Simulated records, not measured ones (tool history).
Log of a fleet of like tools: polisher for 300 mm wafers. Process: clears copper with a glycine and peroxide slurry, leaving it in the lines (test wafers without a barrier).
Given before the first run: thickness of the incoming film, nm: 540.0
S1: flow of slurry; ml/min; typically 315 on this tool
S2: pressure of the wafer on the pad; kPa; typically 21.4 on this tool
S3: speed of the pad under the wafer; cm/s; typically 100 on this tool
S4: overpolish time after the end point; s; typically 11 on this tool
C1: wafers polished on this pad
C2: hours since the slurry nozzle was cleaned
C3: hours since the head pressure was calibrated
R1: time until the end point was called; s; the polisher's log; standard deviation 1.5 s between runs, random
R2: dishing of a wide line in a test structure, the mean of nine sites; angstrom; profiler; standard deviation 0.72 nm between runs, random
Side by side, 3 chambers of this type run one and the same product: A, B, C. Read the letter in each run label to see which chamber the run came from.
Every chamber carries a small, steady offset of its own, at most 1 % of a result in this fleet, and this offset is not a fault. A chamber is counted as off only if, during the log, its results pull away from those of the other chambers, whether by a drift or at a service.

run	hour	S1	S2	S3	S4	C1	C2	C3	R1	R2
# hour 6.7: chamber A: worn pad replaced by a new one
# hour 7.7: chamber C: worn pad replaced by a new one
1A	13.4	315	21.4	100	11	48	372.8	781.9	79.414	536.08
2C	25.3	315	21.4	100	11	126	446.9	178.7	77.597	522.45
3B	40	315	21.4	100	11	561	227.4	824	79.946	515.87
4A	55.5	315	21.4	100	11	351	414.9	824	79.225	526.58
5C	69.9	315	21.4	100	11	447	491.5	223.3	78.961	534.74
6B	86.3	315	21.4	100	11	894	273.7	870.3	78.643	526.74
7C	94.5	315	21.4	100	11	624	516.1	247.9	77.42	518.52
# hour 97.6: chamber A: slurry nozzle cleaned
# hour 98.6: chamber B: worn pad replaced by a new one
8A	102.6	315	27.6	100	11	690	5.1	871.1	64.297	645.26
# hour 112.1: chamber A: worn pad replaced by a new one
# hour 114.6: chamber B: slurry nozzle cleaned
9B	118.8	315	27.6	100	11	145	4.3	902.8	63.274	651.82
10C	126.2	315	27.6	100	11	852	547.8	279.6	64.476	655.45
11A	137	315	21.4	100	11	179	39.5	905.5	81.001	526.75
12B	152.1	315	21.4	100	11	385	37.6	936.1	78.469	531.45
13A	161	315	21.4	100	11	352	63.5	929.5	76.798	516.41
14B	170.5	315	21.4	100	11	517	56	954.5	79.204	520.38
15C	185.3	315	21.4	100	11	1278	606.9	338.7	80.534	532.71
# hour 189.1: chamber C: worn pad replaced by a new one
16C	201.4	315	21.4	100	11	88	623	354.8	81.356	520.2
# hour 202.3: chamber A: worn pad replaced by a new one
17A	214.9	315	21.4	100	11	91	117.4	983.4	80.559	519.39
# hour 216.6: chamber B: worn pad replaced by a new one
18B	225.7	315	21.4	100	11	65	111.2	1009.7	76.302	529.96
19A	234.5	315	21.4	100	11	232	137	1003	79.879	510.77
20B	247.3	315	21.4	100	11	221	132.8	1031.3	79.793	525.6
21C	258	315	21.4	100	11	496	679.6	411.4	78.394	519.48
# hour 263.2: chamber A: head pressure recalibrated
# hour 263.7: chamber B: head pressure recalibrated
22B	269.2	315	21.4	100	11	378	154.7	5.6	78.427	520.09
23C	285.8	315	21.4	100	11	696	707.4	439.2	78.386	528.27
24A	294.2	315	21.4	100	11	661	196.7	31.1	81.988	512.78
# hour 297.3: chamber A: worn pad replaced by a new one
25A	303.1	315	21.4	100	11	41	205.6	40	78.127	529.36
26B	316.3	315	21.4	100	11	717	201.8	52.7	78.148	531
27C	330.2	315	21.4	100	11	1015	751.8	483.6	79.963	534.37
# hour 340.4: chamber B: worn pad replaced by a new one
28A	340.5	315	21.4	100	11	311	243	77.4	79.044	527.12
# hour 346: chamber C: worn pad replaced by a new one
29B	356.2	315	21.4	100	11	113	241.7	92.6	78.141	519.52
30C	371.2	315	21.4	100	11	181	792.8	524.6	78.546	522.51
31A	384.1	315	21.4	100	11	624	286.6	121	79.713	530.13

Read the log: is a single chamber off, either drifting away or since a service, is the gauge that measures every chamber drifting, or is nothing wrong beyond small per-chamber offsets? Name any odd chamber and what most likely caused it.

Beyond each chamber's small constant offset nothing stands out, and the gauge stays steady.
